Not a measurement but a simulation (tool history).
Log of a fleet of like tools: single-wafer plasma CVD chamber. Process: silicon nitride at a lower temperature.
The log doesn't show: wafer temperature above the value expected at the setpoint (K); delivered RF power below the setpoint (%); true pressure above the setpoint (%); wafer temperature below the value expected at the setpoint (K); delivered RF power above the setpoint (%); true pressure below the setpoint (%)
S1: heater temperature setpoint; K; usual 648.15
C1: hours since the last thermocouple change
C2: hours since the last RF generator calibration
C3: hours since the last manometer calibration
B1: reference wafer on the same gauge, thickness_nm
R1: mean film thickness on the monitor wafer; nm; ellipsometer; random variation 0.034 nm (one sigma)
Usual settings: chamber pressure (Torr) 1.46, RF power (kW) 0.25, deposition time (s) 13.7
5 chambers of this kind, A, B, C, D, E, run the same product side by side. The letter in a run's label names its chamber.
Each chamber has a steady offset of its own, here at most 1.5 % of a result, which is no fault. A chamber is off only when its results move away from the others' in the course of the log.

Run 1B, hour 9.1: usual settings; C1 1149.2; C2 1364.7; C3 753.7; B1 14.491. Result: R1 13.637 nm.
Run 2C, hour 14.3: usual settings; C1 1041.6; C2 19.9; C3 865.7; B1 14.497. Result: R1 13.698 nm.
Run 3D, hour 19: usual settings; C1 915.2; C2 770.1; C3 1028.8; B1 14.513. Result: R1 13.771 nm.
Run 4E, hour 27.1: usual settings; C1 1251.5; C2 1415.1; C3 323.5; B1 14.497. Result: R1 13.892 nm.
Run 5A, hour 34.7: usual settings but S1 635.15 K, deposition time (s) 15.4; C1 895.2; C2 982.2; C3 300.6; B1 14.501. Result: R1 15.563 nm.
Run 6E, hour 41.8: usual settings but S1 635.15 K, deposition time (s) 15.4; C1 1266.2; C2 1429.8; C3 338.2; B1 14.504. Result: R1 15.733 nm.
Run 7D, hour 48.8: usual settings but S1 635.15 K, deposition time (s) 15.4; C1 945; C2 799.9; C3 1058.6; B1 14.496. Result: R1 15.576 nm.
Run 8B, hour 57.9: usual settings but S1 635.15 K, deposition time (s) 15.4; C1 1198; C2 1413.5; C3 802.5; B1 14.509. Result: R1 15.525 nm.
Run 9C, hour 64.5: usual settings but S1 635.15 K, deposition time (s) 15.4; C1 1091.8; C2 70.1; C3 915.9; B1 14.501. Result: R1 15.445 nm.
Run 10A, hour 71.5: usual settings but chamber pressure (Torr) 1.33; C1 932; C2 1019; C3 337.4; B1 14.491. Result: R1 13.408 nm.
Run 11E, hour 79.3: usual settings but chamber pressure (Torr) 1.33; C1 1303.7; C2 1467.3; C3 375.7; B1 14.498. Result: R1 13.517 nm.
Run 12B, hour 85.7: usual settings but chamber pressure (Torr) 1.33; C1 1225.8; C2 1441.3; C3 830.3; B1 14.494. Result: R1 13.311 nm.
Run 13A, hour 94.9: usual settings but chamber pressure (Torr) 1.33; C1 955.4; C2 1042.4; C3 360.8; B1 14.507. Result: R1 13.4 nm.
Run 14C, hour 101: usual settings but chamber pressure (Torr) 1.33; C1 1128.3; C2 106.6; C3 952.4; B1 14.499. Result: R1 13.334 nm.
Run 15D, hour 108.9: usual settings; C1 1005.1; C2 860; C3 1118.7; B1 14.5. Result: R1 13.794 nm.
At hour 116.9: chamber C: capacitance manometer re-zeroed and calibrated.
Run 16C, hour 117.4: usual settings; C1 1144.7; C2 123; C3 0.6; B1 14.505. Result: R1 13.398 nm.
Run 17D, hour 124.8: usual settings; C1 1021; C2 875.9; C3 1134.6; B1 14.506. Result: R1 13.787 nm.
Run 18B, hour 130.4: usual settings but chamber pressure (Torr) 1.25; C1 1270.5; C2 1486; C3 875; B1 14.499. Result: R1 13.049 nm.
Run 19A, hour 135.9: usual settings but chamber pressure (Torr) 1.25; C1 996.4; C2 1083.4; C3 401.8; B1 14.496. Result: R1 13.125 nm.
Run 20E, hour 144.2: usual settings but chamber pressure (Torr) 1.25; C1 1368.6; C2 1532.2; C3 440.6; B1 14.502. Result: R1 13.25 nm.
Run 21B, hour 149.8: usual settings but chamber pressure (Torr) 1.25; C1 1289.9; C2 1505.4; C3 894.4; B1 14.501. Result: R1 13.032 nm.
Run 22A, hour 154.9: usual settings but chamber pressure (Torr) 1.25; C1 1015.4; C2 1102.4; C3 420.8; B1 14.498. Result: R1 13.155 nm.
Run 23D, hour 163.8: usual settings; C1 1060; C2 914.9; C3 1173.6; B1 14.502. Result: R1 13.793 nm.
Run 24C, hour 169.3: usual settings; C1 1196.6; C2 174.9; C3 52.5; B1 14.504. Result: R1 13.388 nm.
At hour 172.8: chamber D: RF generator calibrated.
Run 25E, hour 174.6: usual settings; C1 1399; C2 1562.6; C3 471; B1 14.505. Result: R1 13.931 nm.
Run 26A, hour 183: usual settings; C1 1043.5; C2 1130.5; C3 448.9; B1 14.508. Result: R1 13.787 nm.
Run 27C, hour 191: usual settings; C1 1218.3; C2 196.6; C3 74.2; B1 14.495. Result: R1 13.457 nm.
At hour 192.2: chamber B: thermocouple changed; heater temperature recalibrated.
Run 28E, hour 197.9: usual settings; C1 1422.3; C2 1585.9; C3 494.3; B1 14.494. Result: R1 13.888 nm.
Run 29B, hour 206.8: usual settings; C1 14.7; C2 1562.4; C3 951.4; B1 14.5. Result: R1 13.607 nm.
Run 30D, hour 212.4: usual settings; C1 1108.6; C2 39.6; C3 1222.2; B1 14.505. Result: R1 13.79 nm.
At hour 215.4: chamber B: RF generator calibrated.
Run 31A, hour 221.4: usual settings; C1 1081.9; C2 1168.9; C3 487.3; B1 14.5. Result: R1 13.75 nm.
Run 32B, hour 229.2: usual settings; C1 37.1; C2 13.8; C3 973.8; B1 14.495. Result: R1 13.641 nm.
Run 33E, hour 236: usual settings; C1 1460.4; C2 1624; C3 532.4; B1 14.495. Result: R1 13.893 nm.
Run 34D, hour 243: usual settings; C1 1139.2; C2 70.2; C3 1252.8; B1 14.498. Result: R1 13.743 nm.
Run 35C, hour 250.4: usual settings; C1 1277.7; C2 256; C3 133.6; B1 14.495. Result: R1 13.417 nm.
Run 36E, hour 256.2: usual settings; C1 1480.6; C2 1644.2; C3 552.6; B1 14.494. Result: R1 13.871 nm.
Run 37D, hour 265.5: usual settings but deposition time (s) 16.1; C1 1161.7; C2 92.7; C3 1275.3; B1 14.5. Result: R1 16.256 nm.
Run 38A, hour 273.1: usual settings but deposition time (s) 16.1; C1 1133.6; C2 1220.6; C3 539; B1 14.492. Result: R1 16.217 nm.
Run 39C, hour 280.7: usual settings but deposition time (s) 16.1; C1 1308; C2 286.3; C3 163.9; B1 14.502. Result: R1 15.702 nm.
At hour 282.9: chamber E: thermocouple changed; heater temperature recalibrated.
Run 40B, hour 285.1: usual settings but deposition time (s) 16.1; C1 93; C2 69.7; C3 1029.7; B1 14.493. Result: R1 16.067 nm.
Run 41E, hour 292: usual settings but deposition time (s) 16.1; C1 9.2; C2 1680; C3 588.4; B1 14.502. Result: R1 16.358 nm.
Run 42C, hour 298.7: usual settings; C1 1326; C2 304.3; C3 181.9; B1 14.501. Result: R1 13.438 nm.
Run 43A, hour 306.2: usual settings but RF power (kW) 0.295, deposition time (s) 14.7; C1 1166.7; C2 1253.7; C3 572.1; B1 14.509. Result: R1 16.573 nm.

Is one chamber off against the others, does the gauge drift, or is nothing wrong? If a chamber is off, say which, and what the likeliest cause is.

A service left chamber C off against the others.
Cause: true pressure below the setpoint (%) = 7.06.

Here are 4 candidates for chamber C's next run, each the usual settings with a change, their results left as question marks. Which one brings its results back in line with what the others give on the usual settings?
In line means no further than this from the other chambers' mean on the usual settings: R1 0.12 nm
Run 44C-1, hour 312.9: usual settings but deposition time (s) 13.3. Result: R1 ?.
Run 44C-2, hour 312.9: usual settings but RF power (kW) 0.245, deposition time (s) 13.1. Result: R1 ?.
Run 44C-3, hour 312.9: usual settings but RF power (kW) 0.255, deposition time (s) 14.3. Result: R1 ?.
Run 44C-4, hour 312.9: usual settings but chamber pressure (Torr) 1.47, RF power (kW) 0.255, deposition time (s) 13.9. Result: R1 ?.

The other chambers' mean on the usual settings: R1 13.785 nm
  run      R1
44C-1  13.023
44C-2  12.648
44C-3  14.195
44C-4  13.826
44C-4 brings the chamber back in line.
